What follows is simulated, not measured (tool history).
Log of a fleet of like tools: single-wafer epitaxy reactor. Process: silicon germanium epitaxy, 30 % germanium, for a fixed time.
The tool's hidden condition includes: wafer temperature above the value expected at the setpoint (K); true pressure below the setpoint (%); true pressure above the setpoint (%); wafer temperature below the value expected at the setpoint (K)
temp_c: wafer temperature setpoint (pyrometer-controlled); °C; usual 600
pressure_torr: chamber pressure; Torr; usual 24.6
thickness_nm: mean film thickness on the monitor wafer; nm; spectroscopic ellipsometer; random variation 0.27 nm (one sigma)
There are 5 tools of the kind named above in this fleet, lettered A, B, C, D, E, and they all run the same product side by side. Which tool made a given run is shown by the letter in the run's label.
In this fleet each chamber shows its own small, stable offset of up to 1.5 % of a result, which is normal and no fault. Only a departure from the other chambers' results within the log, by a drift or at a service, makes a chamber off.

| run | hour | temp_c | pressure_torr | hours since the last pyrometer calibration | hours since the last manometer calibration | read-back reference wafer on the same gauge, thickness_nm | thickness_nm |
|---|---|---|---|---|---|---|---|
| 1E | 3 | 600 | 24.6 | 340.5 | 1719.2 | 66.284 | 64.313 |
| 2A | 7.1 | 600 | 24.6 | 1568.3 | 1312.4 | 66.422 | 64.677 |
| 3B | 11.7 | 600 | 24.6 | 811.5 | 438.7 | 66.438 | 64.901 |
| 4C | 15.4 | 600 | 24.6 | 563.5 | 727.4 | 66.429 | 64.126 |
| 5D | 17.8 | 600 | 24.6 | 989 | 2162.9 | 66.354 | 63.72 |
| 6B | 22.6 | 600 | 24.6 | 822.4 | 449.6 | 66.402 | 65.041 |
| 7A | 26.2 | 600 | 24.6 | 1587.4 | 1331.5 | 66.34 | 64.223 |
| 8D | 30.8 | 600 | 24.6 | 1002 | 2175.9 | 66.399 | 64.157 |
| 9C | 34.4 | 600 | 24.6 | 582.5 | 746.4 | 66.371 | 64.186 |
| 10E | 39.2 | 600 | 24.6 | 376.7 | 1755.4 | 66.429 | 64.111 |
| 11B | 43.1 | 600 | 24.6 | 842.9 | 470.1 | 66.344 | 64.773 |
| 12C | 47.3 | 600 | 24.6 | 595.4 | 759.3 | 66.432 | 63.776 |
| 13E | 50.9 | 600 | 24.6 | 388.4 | 1767.1 | 66.402 | 64.031 |
| 14D | 54.4 | 600 | 24.6 | 1025.6 | 2199.5 | 66.424 | 64.369 |
| 15A | 59.6 | 600 | 24.6 | 1620.8 | 1364.9 | 66.395 | 63.982 |
| 16A | 65 | 600 | 24.6 | 1626.2 | 1370.3 | 66.346 | 64.41 |
| 17B | 69.8 | 600 | 24.6 | 869.6 | 496.8 | 66.316 | 64.772 |
| 18D | 74.2 | 600 | 24.6 | 1045.4 | 2219.3 | 66.368 | 64.363 |
| 19C | 77.7 | 600 | 24.6 | 625.8 | 789.7 | 66.358 | 63.468 |
| 20E | 81.1 | 600 | 24.6 | 418.6 | 1797.3 | 66.393 | 63.994 |
| 21B | 85.2 | 614 | 28.8 | 885 | 512.2 | 66.432 | 88.859 |
| 22E | 90.4 | 614 | 28.8 | 427.9 | 1806.6 | 66.383 | 87.228 |
| 23D | 94.6 | 614 | 28.8 | 1065.8 | 2239.7 | 66.413 | 87.026 |
| 24C | 98.5 | 614 | 28.8 | 646.6 | 810.5 | 66.433 | 87.437 |
| 25A | 101.4 | 614 | 28.8 | 1662.6 | 1406.7 | 66.449 | 88.411 |
| 26E | 105.6 | 600 | 24.6 | 443.1 | 1821.8 | 66.326 | 63.739 |
| 27A | 109.6 | 611 | 29.4 | 1670.8 | 1414.9 | 66.337 | 84.025 |
| 28D | 112.5 | 611 | 29.4 | 1083.7 | 2257.6 | 66.36 | 83.844 |
| 29B | 116.2 | 611 | 29.4 | 916 | 543.2 | 66.429 | 84.967 |
| 30C | 119.2 | 611 | 29.4 | 667.3 | 831.2 | 66.439 | 84.443 |
| 31D | 122.8 | 611 | 29.4 | 1094 | 2267.9 | 66.382 | 82.953 |
| 32C | 125.7 | 600 | 24.6 | 673.8 | 837.7 | 66.372 | 63.825 |
| 33E | 128.5 | 600 | 24.6 | 466 | 1844.7 | 66.352 | 63.96 |
| 34B | 132 | 600 | 24.6 | 931.8 | 559 | 66.44 | 65.195 |
| 35A | 136.6 | 600 | 24.6 | 1697.8 | 1441.9 | 66.419 | 64.076 |
| 36D | 139 | 600 | 24.6 | 1110.2 | 2284.1 | 66.397 | 64.333 |
| 37E | 144.3 | 600 | 24.6 | 481.8 | 1860.5 | 66.401 | 63.877 |

The same settings go to every chamber for the next run, one line per chamber below. Forecast the results for each:
| 38A | 148.1 | 600 | 19.2 |  |  |  | ? |
| 38B | 148.1 | 600 | 19.2 |  |  |  | ? |
| 38C | 148.1 | 600 | 19.2 |  |  |  | ? |
| 38D | 148.1 | 600 | 19.2 |  |  |  | ? |
| 38E | 148.1 | 600 | 19.2 |  |  |  | ? |

| run | thickness_nm |
|---|---|
| 38A | 58.399 |
| 38B | 58.871 |
| 38C | 57.598 |
| 38D | 57.95 |
| 38E | 58.188 |

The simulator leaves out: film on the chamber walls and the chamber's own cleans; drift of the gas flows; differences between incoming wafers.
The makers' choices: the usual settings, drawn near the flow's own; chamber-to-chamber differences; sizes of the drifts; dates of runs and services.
